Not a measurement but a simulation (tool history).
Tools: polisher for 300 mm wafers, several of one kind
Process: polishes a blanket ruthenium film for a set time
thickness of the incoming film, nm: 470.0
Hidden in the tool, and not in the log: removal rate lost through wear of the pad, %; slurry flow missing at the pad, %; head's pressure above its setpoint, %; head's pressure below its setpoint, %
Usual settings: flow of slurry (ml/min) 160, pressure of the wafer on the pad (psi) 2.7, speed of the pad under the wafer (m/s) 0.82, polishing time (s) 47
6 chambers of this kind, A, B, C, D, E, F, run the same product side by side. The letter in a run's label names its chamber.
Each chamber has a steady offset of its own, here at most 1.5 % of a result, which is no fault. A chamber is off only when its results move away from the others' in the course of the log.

run   hour  flow of slurry (ml/min)  pressure of the wafer on the pad (psi)  speed of the pad under the wafer (m/s)  polishing time (s)  wafers polished on this pad  hours since the slurry nozzle was cleaned  hours since the head pressure was calibrated  film removed (nm)
       6.3  -- chamber A: worn pad replaced by a new one
 1E      8                      160                                     2.7                                    0.82                  47                          144                                      399.2                                         662.3             51.912
 2C   12.3                      160                                     2.7                                    0.82                  47                          495                                       13.7                                         757.4             51.959
        13  -- chamber F: worn pad replaced by a new one
      17.4  -- chamber E: slurry nozzle cleaned
 3B   19.6                      160                                     2.7                                    0.82                  47                          309                                      651.9                                         794.9             50.967
 4A   24.9                      160                                     2.7                                    0.82                  47                          209                                      142.4                                         341.2             52.204
 5D   30.5                      160                                     2.7                                    0.82                  47                          733                                      500.5                                         395.3             50.554
 6F   38.3                      160                                     2.7                                    0.82                  47                          284                                      276.4                                         466.7             51.199
 7D   44.7                      160                                     1.9                                    0.72                  47                          893                                      514.7                                         409.5             32.141
      48.1  -- chamber D: slurry nozzle cleaned
 8C   50.1                      160                                     1.9                                    0.72                  47                          919                                       51.5                                         795.2             31.269
 9B   54.3                      160                                     1.9                                    0.72                  47                          699                                      686.6                                         829.6             32.516
      60.4  -- chamber B: worn pad replaced by a new one
10E   61.1                      160                                     1.9                                    0.72                  47                          740                                       43.8                                         715.4             31.947
      63.6  -- chamber E: worn pad replaced by a new one
11A   68.2                      160                                     1.9                                    0.72                  47                          695                                      185.7                                         384.5             31.049
12F   73.9                      160                                     1.9                                    0.72                  47                          684                                        312                                         502.3             31.958
      76.3  -- chamber A: worn pad replaced by a new one
13A     83                      160                                     2.7                                    0.82                  47                           75                                      200.5                                         399.3              52.23
14E     89                      160                                     2.7                                    0.82                  54                          286                                       71.7                                         743.3             57.779
      90.8  -- chamber D: worn pad replaced by a new one
      91.6  -- chamber C: worn pad replaced by a new one
15B   97.5                      160                                     2.7                                    0.82                  54                          417                                      729.8                                         872.8              58.15
16F  102.7                      160                                     2.7                                    0.82                  54                         1007                                      340.8                                         531.1              59.99
17D  112.1                      160                                     2.7                                    0.82                  54                          239                                       64.1                                         476.9             60.509
18C    119                      160                                     2.7                                    0.82                  54                          307                                      120.4                                         864.1             57.987
     123.7  -- chamber F: worn pad replaced by a new one
     124.2  -- chamber F: head pressure recalibrated
19A  127.2                      160                                     2.7                                    0.82                  54                          572                                      244.7                                         443.5             59.589
20D  136.6                      160                                     2.7                                    0.82                  47                          514                                       88.6                                         501.4             50.836
     140.3  -- chamber E: worn pad replaced by a new one
21F  143.7                      160                                     2.7                                    0.82                  47                          224                                      381.8                                          19.5             50.797
22E  148.1                      160                                     2.7                                    0.82                  61                           87                                      130.8                                         802.4             66.765
     151.6  -- chamber B: worn pad replaced by a new one
       154  -- chamber A: worn pad replaced by a new one
23C  155.2                      160                                     2.7                                    0.82                  61                          714                                      156.6                                         900.3             66.341
24B  159.9                      160                                     2.7                                    0.82                  61                           93                                      792.2                                         935.2             66.889
25B  167.6                      160                                     2.7                                    0.82                  61                          179                                      799.9                                         942.9             65.777
26E  174.3                      160                                     2.7                                    0.82                  61                          381                                        157                                         828.6             69.189
27A  179.9                      160                                     2.7                                    0.82                  61                          291                                      297.4                                         496.2             65.101
28C  186.7                      160                                     2.7                                    0.82                  47                         1067                                      188.1                                         931.8             51.002
29F    192                      160                                     2.7                                    0.82                  47                          767                                      430.1                                          67.8             51.016
30D  200.9                      160                                     2.7                                    0.82                  47                         1236                                      152.9                                         565.7             51.893
     201.8  -- chamber C: worn pad replaced by a new one
31E  210.3                      160                                     2.7                                    0.96                  60                          786                                        193                                         864.6             77.629
     210.7  -- chamber D: worn pad replaced by a new one
     213.8  -- chamber E: worn pad replaced by a new one
32A  219.9                      160                                     2.7                                    0.96                  60                          740                                      337.4                                         536.2             77.577
     222.3  -- chamber B: worn pad replaced by a new one
     222.4  -- chamber F: worn pad replaced by a new one
33D  224.4                      160                                     2.7                                    0.96                  60                          154                                      176.4                                         589.2             76.316
34B  232.7                      160                                     2.7                                    0.96                  60                          117                                        865                                          1008             76.902
     233.4  -- chamber A: worn pad replaced by a new one
35F  239.8                      160                                     2.7                                    0.96                  60                          195                                      477.9                                         115.6             76.953
36C  244.6                      160                                     2.7                                    0.96                  60                          481                                        246                                         989.7             76.571
37F  252.3                      160                                     2.7                                    0.82                  47                          336                                      490.4                                         128.1             51.157
38A  256.6                      160                                     2.7                                    0.82                  47                          260                                      374.1                                         572.9             52.849
39B  266.2                      160                                     2.3                                    0.72                  47                          493                                      898.5                                        1041.5             38.392
40C  273.2                      160                                     2.3                                    0.72                  47                          802                                      274.6                                        1018.3             38.743
41E  278.6                      160                                     2.3                                    0.72                  47                          728                                      261.3                                         932.9              39.34
42D  287.3                      160                                     2.3                                    0.72                  47                          861                                      239.3                                         652.1              38.69
43A  296.5                      160                                     2.3                                    0.72                  47                          708                                        414                                         612.8             39.383
44C  305.1                      160                                     2.3                                    0.72                  47                         1160                                      306.5                                        1050.2             38.374

Next, every chamber runs the same settings. What will each give?
45A   312                      160                                     2.7                                    0.82                  47                                                                                                                                        ?
45B   312                      160                                     2.7                                    0.82                  47                                                                                                                                        ?
45C   312                      160                                     2.7                                    0.82                  47                                                                                                                                        ?
45D   312                      160                                     2.7                                    0.82                  47                                                                                                                                        ?
45E   312                      160                                     2.7                                    0.82                  47                                                                                                                                        ?
45F   312                      160                                     2.7                                    0.82                  47                                                                                                                                        ?

run  film removed (nm)
45A             52.477
45B             50.642
45C             51.415
45D             51.188
45E             51.604
45F             51.512
